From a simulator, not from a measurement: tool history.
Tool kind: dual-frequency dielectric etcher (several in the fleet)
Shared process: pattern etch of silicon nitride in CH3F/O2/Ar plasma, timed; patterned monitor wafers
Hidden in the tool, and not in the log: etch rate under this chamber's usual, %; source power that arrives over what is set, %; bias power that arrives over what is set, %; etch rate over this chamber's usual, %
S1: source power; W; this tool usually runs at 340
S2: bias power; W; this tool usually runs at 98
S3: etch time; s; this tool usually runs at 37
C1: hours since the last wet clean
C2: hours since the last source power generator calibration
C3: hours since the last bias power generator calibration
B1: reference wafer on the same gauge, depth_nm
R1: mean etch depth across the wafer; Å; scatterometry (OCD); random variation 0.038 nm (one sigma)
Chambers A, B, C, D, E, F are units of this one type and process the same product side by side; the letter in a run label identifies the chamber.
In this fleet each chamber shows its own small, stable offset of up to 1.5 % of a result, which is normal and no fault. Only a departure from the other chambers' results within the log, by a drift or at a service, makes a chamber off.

run,hour,S1,S2,S3,C1,C2,C3,B1,R1
1E,8.2,340,98,37,119.4,1934.4,550.0,31.901,272.61
# hour 15.3: chamber F: source power generator calibrated
2A,21.3,340,98,37,394.0,710.5,2207.6,31.890,270.25
3B,32.8,340,98,37,213.6,1219.3,3138.5,31.886,272.47
4D,44.8,340,98,37,511.7,2458.6,1502.9,31.883,272.53
5F,54.2,340,98,37,343.5,39.0,1657.7,31.870,269.11
6C,65.1,340,98,37,312.4,806.8,1628.2,31.884,272.46
7B,77.9,340,98,37,258.7,1264.4,3183.6,31.860,271.71
# hour 82.5: chamber A: wet clean of the chamber
8D,85.4,260,98,37,552.3,2499.2,1543.5,31.877,247.17
9C,95.8,260,98,37,343.1,837.5,1658.9,31.867,246.52
# hour 101.4: chamber D: wet clean of the chamber
10F,106.4,260,98,37,395.7,91.2,1709.9,31.853,243.35
11E,120.9,260,98,37,232.1,2047.1,662.7,31.840,247.09
12A,134.8,260,98,37,52.3,824.0,2321.1,31.856,243.74
13E,147.1,260,98,37,258.3,2073.3,688.9,31.859,246.76
14D,160.5,340,98,37,59.2,2574.3,1618.6,31.842,271.98
15B,169.8,340,87,28,350.6,1356.3,3275.5,31.839,195.99
16C,182.4,340,87,28,429.7,924.1,1745.5,31.814,197.19
17F,189.0,340,87,28,478.3,173.8,1792.5,31.837,194.41
18A,203.2,340,87,28,120.7,892.4,2389.5,31.816,194.81
19F,214.1,340,87,28,503.4,198.9,1817.6,31.816,194.42
# hour 221.4: chamber F: wet clean of the chamber
20A,225.8,340,87,28,143.3,915.0,2412.1,31.822,195.36
21D,238.5,340,98,37,137.2,2652.3,1696.6,31.809,272.21
22C,252.3,340,98,37,499.6,994.0,1815.4,31.802,272.10
23E,261.2,340,98,37,372.4,2187.4,803.0,31.815,272.47
# hour 270.1: chamber C: wet clean of the chamber
24B,271.8,340,98,37,452.6,1458.3,3377.5,31.796,271.25
25D,282.4,340,98,37,181.1,2696.2,1740.5,31.781,271.09
# hour 284.8: chamber E: source power generator calibrated
# hour 288.1: chamber B: wet clean of the chamber
26B,295.1,340,98,37,7.1,1481.6,3400.8,31.783,270.78
27F,307.1,340,98,37,85.7,291.9,1910.6,31.786,268.53
28E,318.7,340,98,37,429.9,34.0,860.5,31.790,272.13
29C,329.8,340,90,37,59.8,1071.5,1892.9,31.771,263.12
30A,336.2,340,90,37,253.7,1025.4,2522.5,31.780,260.16
31E,348.9,340,90,37,460.1,64.2,890.7,31.761,263.69
32C,355.5,340,90,37,85.5,1097.2,1918.6,31.770,263.17
33A,369.0,340,90,37,286.5,1058.2,2555.3,31.754,259.83
34B,376.0,340,90,37,88.0,1562.5,3481.7,31.756,262.07
35D,384.2,340,98,37,282.9,2798.0,1842.3,31.769,271.53
36F,397.9,340,111,31,176.5,382.7,2001.4,31.748,234.83
37E,411.2,340,111,31,522.4,126.5,953.0,31.749,239.40
38D,423.2,340,111,31,321.9,2837.0,1881.3,31.747,238.47
39C,437.0,340,111,31,167.0,1178.7,2000.1,31.749,237.64
40A,447.6,340,111,31,365.1,1136.8,2633.9,31.747,235.22
41F,461.4,340,111,31,240.0,446.2,2064.9,31.731,235.10
42B,472.7,340,112,37,184.7,1659.2,3578.4,31.728,283.59

For the next run the whole fleet of 6 chambers uses the same settings. Give each chamber's results:
43A,483.1,340,98,37,,,,,?
43B,483.1,340,98,37,,,,,?
43C,483.1,340,98,37,,,,,?
43D,483.1,340,98,37,,,,,?
43E,483.1,340,98,37,,,,,?
43F,483.1,340,98,37,,,,,?

run,R1
43A,267.72
43B,270.04
43C,270.61
43D,271.09
43E,271.92
43F,267.49
